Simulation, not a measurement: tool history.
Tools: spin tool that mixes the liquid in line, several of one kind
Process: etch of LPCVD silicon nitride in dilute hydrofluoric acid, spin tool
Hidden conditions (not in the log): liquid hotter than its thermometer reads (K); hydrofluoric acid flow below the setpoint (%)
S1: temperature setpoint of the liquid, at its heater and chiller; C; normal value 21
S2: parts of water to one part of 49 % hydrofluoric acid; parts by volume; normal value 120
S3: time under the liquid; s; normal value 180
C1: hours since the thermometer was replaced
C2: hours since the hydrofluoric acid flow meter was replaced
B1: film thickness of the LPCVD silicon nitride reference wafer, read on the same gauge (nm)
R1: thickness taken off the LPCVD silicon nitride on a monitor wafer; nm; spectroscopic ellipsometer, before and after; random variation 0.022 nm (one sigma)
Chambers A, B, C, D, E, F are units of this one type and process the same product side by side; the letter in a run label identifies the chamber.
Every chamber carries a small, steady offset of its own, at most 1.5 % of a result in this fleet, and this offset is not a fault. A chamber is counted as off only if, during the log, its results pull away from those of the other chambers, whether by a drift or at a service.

run,hour,S1,S2,S3,C1,C2,B1,R1
1D,7.5,21,120,180,1159,788.8,99.989,0.65752
2E,13,21,120,180,1612.3,913.1,99.996,0.70712
3F,19.6,21,120,180,52.3,1608.9,99.986,0.68776
4A,23.3,21,120,180,1093.6,396.7,99.958,0.69539
5B,31.1,17,120,180,106.5,2624.3,100.03,0.48024
6C,36.9,17,120,180,982.9,622.1,99.95,0.51754
7A,43.1,17,120,180,1113.4,416.5,100.04,0.52431
8B,49.1,17,120,180,124.5,2642.3,99.995,0.50433
9D,56.9,17,120,180,1208.4,838.2,100.04,0.52839
10E,61.6,17,120,180,1660.9,961.7,100,0.52055
11F,69.4,21,120,180,102.1,1658.7,99.971,0.66794
# hour 73.8: chamber B: hydrofluoric acid flow meter replaced
12C,76,21,120,180,1022,661.2,100.05,0.67586
13F,81.9,21,120,180,114.6,1671.2,100.01,0.6962
14C,88.7,21,120,180,1034.7,673.9,100.04,0.72504
15B,96.8,21,120,180,172.2,23,99.967,0.679
16E,104.2,21,120,180,1703.5,1004.3,99.995,0.69886
17A,112.2,21,120,180,1182.5,485.6,100.06,0.66942
# hour 115.7: chamber A: hydrofluoric acid flow meter replaced
18D,117.9,17,120,85,1269.4,899.2,99.989,0.23209
19A,125.3,17,120,85,1195.6,9.7,100.07,0.24256
# hour 127.8: chamber C: hydrofluoric acid flow meter replaced
20D,129.4,17,120,85,1280.9,910.7,99.996,0.24511
21F,136.9,17,120,85,169.6,1726.2,100.01,0.23526
22E,141.6,17,120,85,1740.9,1041.7,100.02,0.23819
# hour 142.4: chamber F: hydrofluoric acid flow meter replaced
23C,147.4,17,120,85,1093.4,19.7,99.992,0.23804
24B,152.3,21,120,180,227.7,78.5,100.01,0.73161
25A,157.3,25,120,240,1227.6,41.7,99.985,1.1903
26D,163.5,25,120,240,1315,944.8,100.03,1.0971
27E,171.1,25,120,240,1770.4,1071.2,100.02,1.2086
28F,178.9,25,120,240,211.6,36.6,100.02,1.2205
29C,185,25,120,240,1131,57.3,100.03,1.2416
30B,192.4,25,120,240,267.8,118.6,100.01,1.1486
31D,197.9,21,120,180,1349.4,979.2,99.964,0.61089
32A,205,21,120,180,1275.3,89.4,100.04,0.65647
33C,211.2,21,120,180,1157.2,83.5,99.966,0.64168
34F,219.2,25.5,120,280,251.9,76.9,99.952,1.4238
35B,226.9,25.5,120,280,302.3,153.1,100.02,1.4363
36E,233,25.5,120,280,1832.3,1133.1,99.964,1.396
37F,240.5,25.5,120,280,273.2,98.2,99.979,1.3623
38D,246.9,25.5,120,280,1398.4,1028.2,100.03,1.3404
39A,253,25.5,120,280,1323.3,137.4,99.992,1.4199
40C,259.5,21,120,180,1205.5,131.8,100.01,0.68978

All 6 chambers run these settings next. Forecast each chamber's results:
41A,265.3,21,80,180,,,,?
41B,265.3,21,80,180,,,,?
41C,265.3,21,80,180,,,,?
41D,265.3,21,80,180,,,,?
41E,265.3,21,80,180,,,,?
41F,265.3,21,80,180,,,,?

run,R1
41A,1.0039
41B,0.9949
41C,0.95151
41D,0.92766
41E,1.0107
41F,1.0432

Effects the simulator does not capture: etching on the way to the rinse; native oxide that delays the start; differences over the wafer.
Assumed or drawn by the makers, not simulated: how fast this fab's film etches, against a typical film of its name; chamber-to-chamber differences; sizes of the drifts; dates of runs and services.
